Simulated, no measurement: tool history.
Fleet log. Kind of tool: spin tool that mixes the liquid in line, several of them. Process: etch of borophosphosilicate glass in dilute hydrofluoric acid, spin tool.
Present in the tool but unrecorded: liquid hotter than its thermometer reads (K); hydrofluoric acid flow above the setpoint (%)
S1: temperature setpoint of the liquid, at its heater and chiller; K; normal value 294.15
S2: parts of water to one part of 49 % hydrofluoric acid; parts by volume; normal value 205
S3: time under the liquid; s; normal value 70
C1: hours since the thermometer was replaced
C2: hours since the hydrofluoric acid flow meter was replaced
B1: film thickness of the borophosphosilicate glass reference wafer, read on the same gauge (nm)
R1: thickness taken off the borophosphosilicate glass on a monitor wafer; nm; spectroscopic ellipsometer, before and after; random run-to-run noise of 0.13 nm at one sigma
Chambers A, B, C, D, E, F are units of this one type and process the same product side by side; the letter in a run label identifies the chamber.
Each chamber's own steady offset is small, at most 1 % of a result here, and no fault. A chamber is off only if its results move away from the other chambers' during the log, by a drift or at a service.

run	hour	S1	S2	S3	C1	C2	B1	R1
1A	12.5	294.15	205	70	602.9	716.3	140.03	12.891
# hour 16.8: chamber A: thermometer replaced
2B	24.6	294.15	205	70	113.1	274.6	140.03	13.185
3E	36.4	294.15	205	70	1175.8	458.3	139.99	12.96
4F	47.8	294.15	205	70	2192.5	353.2	140.04	13.087
# hour 56.7: chamber C: thermometer replaced
5D	56.8	294.15	205	70	1543.9	1175.1	139.98	12.74
6C	70	294.15	205	35	13.3	685.7	139.95	6.5075
7C	85	294.15	205	35	28.3	700.7	139.99	6.4813
8E	98.3	294.15	205	35	1237.7	520.2	140	6.5244
9B	107.8	294.15	205	35	196.3	357.8	140.02	6.518
10A	123.4	294.15	205	35	106.7	827.2	140.03	6.5432
11D	135.4	294.15	205	35	1622.5	1253.7	139.99	6.473
12F	148.4	294.15	205	70	2293.1	453.8	139.98	12.862
13D	164.6	294.15	205	70	1651.7	1282.9	139.98	12.915
14C	175.1	296.65	205	55	118.4	790.8	140	11.207
# hour 175.5: chamber F: thermometer replaced
15E	186	296.65	205	55	1325.4	607.9	139.98	11.05
16B	199.3	296.65	205	55	287.8	449.3	139.98	11.402
17F	213.6	296.65	205	55	38.1	519	140.01	11.087
18A	222	296.65	205	55	205.3	925.8	140.01	11.255
# hour 223.6: chamber C: hydrofluoric acid flow meter replaced
# hour 224.6: chamber E: hydrofluoric acid flow meter replaced
19A	231.8	296.65	205	55	215.1	935.6	140.03	11.458
20B	242.1	294.15	205	70	330.6	492.1	140.01	13.313
21D	251.8	294.15	205	70	1738.9	1370.1	140.03	12.83
# hour 252.1: chamber D: hydrofluoric acid flow meter replaced
22C	263.2	294.15	205	70	206.5	39.7	140	12.791
23E	273.4	294.15	205	70	1412.8	48.9	139.98	12.905
24F	285.1	294.15	205	55	109.6	590.5	140	10.238
25A	293.2	294.15	205	55	276.5	997	140.04	10.347
26E	307.2	294.15	205	55	1446.6	82.7	140.02	10.108
27D	314.9	294.15	205	55	1802	62.9	139.96	10.116
28B	330.5	294.15	205	55	419	580.5	140.05	11.004
29F	346.1	294.15	205	55	170.6	651.5	139.98	10.274
30C	354.3	294.15	205	70	297.6	130.8	140	12.853
31A	367.2	294.15	205	70	350.5	1071	139.97	13.121
32D	382.3	294.15	205	70	1869.4	130.3	140	13.045
33C	396.6	294.15	205	70	339.9	173.1	139.98	12.938
34F	404	294.15	205	70	228.5	709.4	139.98	13.115
# hour 406.8: chamber A: hydrofluoric acid flow meter replaced
35E	413.6	294.15	205	70	1553	189.1	140.02	13.071
36B	423.7	294.15	205	70	512.2	673.7	140.06	14.232
37B	438.1	294.15	205	70	526.6	688.1	140.02	14.209
38D	452.2	294.15	205	70	1939.3	200.2	140	13.068
39C	467.9	294.15	205	70	411.2	244.4	139.98	12.823
40E	475.9	294.15	205	70	1615.3	251.4	140	13.08
41A	491.9	294.15	205	70	475.2	85.1	139.98	13.298

Each of the 6 chambers runs these same settings next. Fill in every chamber's results:
42A	503.5	294.15	205	70				?
42B	503.5	294.15	205	70				?
42C	503.5	294.15	205	70				?
42D	503.5	294.15	205	70				?
42E	503.5	294.15	205	70				?
42F	503.5	294.15	205	70				?

run	R1
42A	13.177
42B	14.829
42C	13.127
42D	12.888
42E	13.097
42F	13.354
